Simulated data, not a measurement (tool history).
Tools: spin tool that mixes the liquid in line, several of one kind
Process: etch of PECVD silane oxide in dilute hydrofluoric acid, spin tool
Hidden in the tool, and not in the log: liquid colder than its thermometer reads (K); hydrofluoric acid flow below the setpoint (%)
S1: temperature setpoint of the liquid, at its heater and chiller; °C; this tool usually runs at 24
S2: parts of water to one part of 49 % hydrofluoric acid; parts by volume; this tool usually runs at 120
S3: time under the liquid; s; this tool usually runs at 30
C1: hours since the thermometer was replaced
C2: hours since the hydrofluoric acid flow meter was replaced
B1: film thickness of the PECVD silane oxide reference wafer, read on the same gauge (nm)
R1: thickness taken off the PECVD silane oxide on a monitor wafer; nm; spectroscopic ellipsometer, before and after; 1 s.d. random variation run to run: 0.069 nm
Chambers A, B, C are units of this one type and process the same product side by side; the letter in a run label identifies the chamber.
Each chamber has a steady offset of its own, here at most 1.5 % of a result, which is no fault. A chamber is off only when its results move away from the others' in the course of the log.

| run | hour | S1 | S2 | S3 | C1 | C2 | B1 | R1 |
|---|---|---|---|---|---|---|---|---|
| 1C | 3 | 24 | 120 | 30 | 641.9 | 479.5 | 120.01 | 7.1041 |
| 2A | 6 | 24 | 120 | 30 | 679.9 | 551.8 | 119.99 | 6.9595 |
| 3B | 10.4 | 24 | 120 | 30 | 114.5 | 406.1 | 120 | 7.0303 |
|  | 12.4 | chamber A: thermometer replaced |
| 4C | 14.9 | 24 | 120 | 30 | 653.8 | 491.4 | 119.98 | 7.0696 |
| 5A | 17.8 | 24 | 120 | 30 | 5.5 | 563.6 | 119.99 | 6.8058 |
| 6B | 21.9 | 24 | 120 | 30 | 126 | 417.6 | 119.99 | 7.0477 |
| 7C | 24.7 | 24 | 120 | 30 | 663.6 | 501.2 | 120.01 | 7.0125 |
| 8A | 26.8 | 24 | 65 | 15 | 14.5 | 572.6 | 120.01 | 6.804 |
| 9B | 29.7 | 24 | 65 | 15 | 133.8 | 425.4 | 119.99 | 6.9842 |
| 10C | 33.5 | 24 | 65 | 15 | 672.4 | 510 | 120.01 | 6.8323 |
| 11A | 35.9 | 24 | 120 | 30 | 23.6 | 581.7 | 120 | 7.0089 |
| 12B | 39.8 | 24 | 120 | 30 | 143.9 | 435.5 | 119.99 | 7.1108 |
| 13A | 43 | 19.5 | 175 | 30 | 30.7 | 588.8 | 119.98 | 3.7567 |
| 14C | 45.3 | 19.5 | 175 | 30 | 684.2 | 521.8 | 120.02 | 3.6682 |
| 15B | 48.6 | 19.5 | 175 | 30 | 152.7 | 444.3 | 120.01 | 3.8441 |
| 16A | 52 | 24 | 120 | 30 | 39.7 | 597.8 | 120 | 7.0021 |
| 17C | 55.3 | 25.5 | 120 | 20 | 694.2 | 531.8 | 120.01 | 4.6421 |
| 18B | 58.6 | 25.5 | 120 | 20 | 162.7 | 454.3 | 120 | 5.051 |
| 19C | 62.6 | 25.5 | 120 | 20 | 701.5 | 539.1 | 119.99 | 4.6688 |
| 20B | 67.1 | 24 | 120 | 30 | 171.2 | 462.8 | 120.01 | 7.093 |
| 21A | 69 | 24 | 120 | 30 | 56.7 | 614.8 | 119.99 | 7.0379 |
| 22C | 72.7 | 24 | 120 | 30 | 711.6 | 549.2 | 119.99 | 6.3611 |
| 23A | 76.1 | 24 | 120 | 40 | 63.8 | 621.9 | 120.02 | 9.35 |

The same settings go to every chamber for the next run, one line per chamber below. Forecast the results for each:
| 24A | 79.3 | 27 | 120 | 30 |  |  |  | ? |
| 24B | 79.3 | 27 | 120 | 30 |  |  |  | ? |
| 24C | 79.3 | 27 | 120 | 30 |  |  |  | ? |

| run | R1 |
|---|---|
| 24A | 7.8104 |
| 24B | 7.912 |
| 24C | 7.0698 |

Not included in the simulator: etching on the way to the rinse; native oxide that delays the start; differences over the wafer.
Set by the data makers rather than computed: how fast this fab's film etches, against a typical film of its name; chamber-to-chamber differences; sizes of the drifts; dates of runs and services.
